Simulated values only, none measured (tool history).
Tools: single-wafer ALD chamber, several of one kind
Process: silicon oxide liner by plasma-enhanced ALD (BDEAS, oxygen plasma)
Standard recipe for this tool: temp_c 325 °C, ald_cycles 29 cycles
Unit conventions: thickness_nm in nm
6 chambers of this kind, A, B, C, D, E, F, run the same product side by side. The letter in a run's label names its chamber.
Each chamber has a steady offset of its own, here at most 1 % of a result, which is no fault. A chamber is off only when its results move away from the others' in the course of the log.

run,day,temp_c,ald_cycles,hours since the last thermocouple change,"read-back reference wafer on the same gauge, thickness_nm",thickness_nm
1F,0.267,325,29,314.8,3.0089,2.6266
2E,0.558,325,29,1896.6,3.0098,2.5983
3A,0.812,325,29,867.9,3.0078,2.6028
4D,0.975,325,29,456.9,3.0115,2.5953
5B,1.175,325,29,1145.9,3.0089,2.602
6C,1.375,318,33,329.8,3.0105,2.975
7E,1.6,318,33,1921.6,3.0087,2.9936
8A,1.854,318,33,892.9,3.0099,2.9625
9F,2.071,318,33,358.1,3.0104,3.0166
10B,2.35,318,33,1174.1,3.0088,2.9766
11C,2.538,318,33,357.7,3.01,2.9801
12D,2.767,325,29,499.9,3.0106,2.613
13C,3.042,325,29,369.8,3.0107,2.5908
14D,3.296,325,29,512.6,3.0098,2.6014
15A,3.571,325,29,934.1,3.0109,2.5761
16E,3.783,325,29,1974,3.0101,2.6018
17F,4.088,325,29,406.5,3.0099,2.6339
18B,4.362,325,29,1222.4,3.0137,2.5959
19E,4.579,325,29,1993.1,3.0097,2.5999
20A,4.754,325,29,962.5,3.0101,2.5906
21B,4.921,325,25,1235.8,3.0114,2.2282
22F,5.15,325,25,432,3.0107,2.2677
23D,5.333,325,25,561.5,3.0076,2.2291
24C,5.483,325,25,428.4,3.008,2.2229
25E,5.775,325,25,2021.8,3.0089,2.2299
26B,5.988,325,25,1261.4,3.0098,2.2296
27F,6.292,325,29,459.4,3.0098,2.6279
28C,6.442,325,29,451.4,3.0094,2.5974
29D,6.692,325,29,594.1,3.0091,2.6012
30A,6.912,325,29,1014.3,3.0093,2.5826
31B,7.15,325,29,1289.3,3.0112,2.6141
32A,7.333,325,29,1024.4,3.009,2.5973
33F,7.521,325,29,488.9,3.0111,2.6164
34E,7.838,325,29,2071.3,3.011,2.5982
35D,8.129,325,29,628.6,3.0091,2.5846
36C,8.446,325,29,499.5,3.0113,2.5812

Is one chamber out of step, is the gauge drifting, or do the chambers differ by no more than their own small offsets? For an off chamber, give its letter and the likeliest cause.

No chamber stands off beyond its own small offset, and the gauge holds steady.
